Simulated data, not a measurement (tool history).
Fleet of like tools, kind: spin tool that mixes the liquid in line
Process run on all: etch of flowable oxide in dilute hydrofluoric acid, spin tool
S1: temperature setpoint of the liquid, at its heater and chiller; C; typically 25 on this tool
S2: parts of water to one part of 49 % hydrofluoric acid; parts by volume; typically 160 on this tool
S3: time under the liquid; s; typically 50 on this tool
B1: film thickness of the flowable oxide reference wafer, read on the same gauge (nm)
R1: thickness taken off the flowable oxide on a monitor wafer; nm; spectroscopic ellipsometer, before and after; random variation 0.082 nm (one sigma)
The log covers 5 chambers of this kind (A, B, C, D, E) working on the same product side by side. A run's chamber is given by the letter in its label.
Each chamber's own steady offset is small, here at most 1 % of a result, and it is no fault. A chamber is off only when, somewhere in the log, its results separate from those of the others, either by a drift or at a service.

run,hour,S1,S2,S3,B1,R1
1A,3.6,25,160,50,30.005,20.712
2B,7.5,25,160,50,30.02,20.908
3E,10.9,25,160,50,29.969,20.649
4C,17.9,25,160,50,29.986,20.83
5D,24.7,25,160,50,30.023,20.886
6D,30.9,25,160,50,30.029,21.045
7B,34.5,25,160,50,29.997,20.942
8C,39.5,29,160,65,30.006,31.485
9E,47,29,160,65,29.99,31.442
10A,52.2,29,160,65,29.959,31.6
11C,56.4,29,160,65,30.022,31.3
12B,63.1,29,160,65,29.989,31.335
13A,70.3,25,160,50,29.996,20.903
14D,75.2,25,160,50,30.034,20.751
15E,81,25,160,50,29.987,20.763
16E,86,25,160,50,29.979,20.697
17A,91,21,160,50,30.034,17.764
18C,96.2,21,160,50,29.983,17.882
19D,102.1,21,160,50,29.991,18.175
20B,107.5,21,160,50,29.985,17.96
21E,112.6,21,160,50,30.038,17.804
22A,115.9,25,160,50,30.024,20.894
23B,123.1,25,215,50,30.015,14.678
24D,126.9,25,215,50,29.983,14.817
25C,130.9,25,215,50,30.04,14.686
26E,136.8,25,215,50,29.988,14.501
27B,142.7,25,215,50,29.993,14.649
28D,146.7,25,160,80,30.003,34.507
29C,152.1,25,160,80,29.976,33.371
30A,155.6,25,160,80,30.005,33.4
31C,162.1,25,160,80,30.004,33.298
32E,165.9,25,160,80,30.025,33.356
33A,173,25,160,50,30.036,20.944
34B,176.3,26.5,160,25,29.999,11.082
# hour 179.1: chamber E: hydrofluoric acid flow meter replaced
# hour 182.8: chamber C: thermometer replaced
35D,183.6,26.5,160,25,30.031,11.496
36E,188.1,26.5,160,25,30.014,11.011
37B,193,26.5,160,25,29.975,11.036
38D,196.4,26.5,160,25,29.977,11.507
39A,202.2,25,160,50,30.021,20.795
40C,209.8,25,160,50,30.014,20.708
41E,216.3,25,160,50,29.985,20.887

Which is it: a chamber that has drifted or been left off by a service, a gauge drift common to all chambers, or only each chamber's usual small offset? If a chamber is off, name it and its likeliest cause.

It is chamber D that slowly wanders off from its peers.
Most likely cause: liquid hotter than its thermometer reads (K) = 1.5.
Not necessarily distinguishable in this log from: hydrofluoric acid flow above the setpoint (%).

Chamber D could run next with any of the 4 candidate recipes listed below; each alters the usual settings, and their results appear as question marks. Which one brings its results back in line with what the other chambers deliver on the usual settings?
Allowed miss from the other chambers' usual-settings mean, per result, to count as in line: R1 0.29 nm
42D-1,221.7,26.5,160,50,,?
42D-2,221.7,28,160,50,,?
42D-3,221.7,23.5,160,50,,?
42D-4,221.7,25,175,50,,?

Average result of the remaining chambers running the usual settings: R1 20.866 nm
run,R1
42D-1,23.373
42D-2,24.657
42D-3,20.949
42D-4,19.854
The answer is 42D-3, which returns the chamber to within the allowed miss of the others.
